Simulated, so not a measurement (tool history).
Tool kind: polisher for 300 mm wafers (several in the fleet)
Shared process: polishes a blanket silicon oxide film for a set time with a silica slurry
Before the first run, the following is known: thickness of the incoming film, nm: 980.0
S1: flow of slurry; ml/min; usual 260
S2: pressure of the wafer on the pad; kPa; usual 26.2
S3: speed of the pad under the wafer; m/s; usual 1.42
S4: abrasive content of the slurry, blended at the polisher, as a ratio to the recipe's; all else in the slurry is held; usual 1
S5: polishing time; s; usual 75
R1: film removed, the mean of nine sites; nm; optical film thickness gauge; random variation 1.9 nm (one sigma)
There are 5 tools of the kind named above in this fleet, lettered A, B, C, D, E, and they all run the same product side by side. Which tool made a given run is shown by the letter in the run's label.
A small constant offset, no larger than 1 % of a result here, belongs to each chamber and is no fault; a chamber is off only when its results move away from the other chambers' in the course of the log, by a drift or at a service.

-- hour=0.4 chamber D: worn pad replaced by a new one
run 1C hour=5.8 | S1=260 S2=26.2 S3=1.42 S4=1 S5=75 | R1=273.67
-- hour=8.7 chamber B: worn pad replaced by a new one
-- hour=9.1 chamber D: slurry blender recalibrated
run 2D hour=10.3 | S1=260 S2=26.2 S3=1.42 S4=1 S5=75 | R1=269.5
-- hour=15.2 chamber A: worn pad replaced by a new one
run 3B hour=16.7 | S1=260 S2=26.2 S3=1.42 S4=1 S5=75 | R1=275.77
run 4A hour=21.1 | S1=260 S2=26.2 S3=1.42 S4=1 S5=75 | R1=272.86
-- hour=23.1 chamber C: worn pad replaced by a new one
run 5E hour=26.8 | S1=260 S2=26.2 S3=1.42 S4=1 S5=75 | R1=270.96
run 6C hour=29.9 | S1=260 S2=26.2 S3=1.42 S4=1 S5=75 | R1=273.94
run 7D hour=35.7 | S1=260 S2=26.2 S3=1.42 S4=1 S5=75 | R1=273.09
-- hour=36.3 chamber E: slurry blender recalibrated
run 8B hour=42 | S1=260 S2=26.2 S3=1.42 S4=1 S5=75 | R1=275.49
run 9A hour=47.3 | S1=260 S2=26.2 S3=1.42 S4=1 S5=75 | R1=270.63
run 10E hour=51.3 | S1=260 S2=26.2 S3=1.42 S4=1 S5=75 | R1=273.78
-- hour=52.5 chamber E: worn pad replaced by a new one
run 11C hour=56.8 | S1=260 S2=26.2 S3=1.56 S4=1 S5=91 | R1=358
-- hour=58.5 chamber A: slurry blender recalibrated
run 12B hour=62.9 | S1=260 S2=26.2 S3=1.56 S4=1 S5=91 | R1=354.28
run 13E hour=68.8 | S1=260 S2=26.2 S3=1.56 S4=1 S5=91 | R1=361.05
run 14A hour=73.4 | S1=260 S2=26.2 S3=1.56 S4=1 S5=91 | R1=356.65
run 15D hour=76.6 | S1=260 S2=26.2 S3=1.56 S4=1 S5=91 | R1=357.31
run 16E hour=82.7 | S1=260 S2=21.4 S3=1 S4=1 S5=75 | R1=168.67
-- hour=83.9 chamber B: conditioning disc replaced and pad reconditioned
run 17B hour=89.4 | S1=260 S2=21.4 S3=1 S4=1 S5=75 | R1=169.67
-- hour=90.4 chamber A: worn pad replaced by a new one
run 18D hour=93.7 | S1=260 S2=21.4 S3=1 S4=1 S5=75 | R1=165.79
run 19C hour=98.3 | S1=260 S2=21.4 S3=1 S4=1 S5=75 | R1=168.82
run 20A hour=101.6 | S1=260 S2=21.4 S3=1 S4=1 S5=75 | R1=167.47
-- hour=105.8 chamber B: head pressure recalibrated
run 21B hour=106.5 | S1=260 S2=26.2 S3=1.42 S4=1 S5=75 | R1=248.96
-- hour=108.1 chamber E: conditioning disc replaced and pad reconditioned
run 22A hour=110.4 | S1=260 S2=26.2 S3=1.42 S4=1 S5=75 | R1=272.64
-- hour=112.4 chamber D: worn pad replaced by a new one
run 23D hour=115.7 | S1=260 S2=26.2 S3=1.42 S4=1 S5=75 | R1=272.31
run 24E hour=118.9 | S1=260 S2=26.2 S3=1.42 S4=1 S5=75 | R1=274.16
run 25C hour=122 | S1=260 S2=26.2 S3=1.42 S4=1 S5=75 | R1=273.15
-- hour=122.6 chamber C: worn pad replaced by a new one
run 26B hour=125.2 | S1=260 S2=26.2 S3=1.42 S4=1 S5=75 | R1=249.87
run 27D hour=129.2 | S1=260 S2=26.2 S3=1.42 S4=1 S5=75 | R1=273.05
run 28A hour=133.5 | S1=260 S2=26.2 S3=1.42 S4=1 S5=75 | R1=274.8
run 29E hour=138.4 | S1=260 S2=26.2 S3=1.42 S4=1 S5=75 | R1=275.54
-- hour=141.7 chamber B: worn pad replaced by a new one
run 30C hour=143.2 | S1=315 S2=26.2 S3=1.42 S4=1 S5=75 | R1=279.58
run 31B hour=146.7 | S1=315 S2=26.2 S3=1.42 S4=1 S5=75 | R1=255.69
run 32D hour=153.1 | S1=315 S2=26.2 S3=1.42 S4=1 S5=75 | R1=279.06
run 33E hour=156.4 | S1=315 S2=26.2 S3=1.42 S4=1 S5=75 | R1=278.6
run 34C hour=162.9 | S1=315 S2=26.2 S3=1.42 S4=1 S5=75 | R1=281.74

The same settings go to every chamber for the next run, one line per chamber below. Forecast the results for each:
run 35A hour=167.7 | S1=260 S2=17.9 S3=1.42 S4=1 S5=75 | R1=?
run 35B hour=167.7 | S1=260 S2=17.9 S3=1.42 S4=1 S5=75 | R1=?
run 35C hour=167.7 | S1=260 S2=17.9 S3=1.42 S4=1 S5=75 | R1=?
run 35D hour=167.7 | S1=260 S2=17.9 S3=1.42 S4=1 S5=75 | R1=?
run 35E hour=167.7 | S1=260 S2=17.9 S3=1.42 S4=1 S5=75 | R1=?

run=35A R1=183.53
run=35B R1=169.25
run=35C R1=189.89
run=35D R1=186.21
run=35E R1=185.13

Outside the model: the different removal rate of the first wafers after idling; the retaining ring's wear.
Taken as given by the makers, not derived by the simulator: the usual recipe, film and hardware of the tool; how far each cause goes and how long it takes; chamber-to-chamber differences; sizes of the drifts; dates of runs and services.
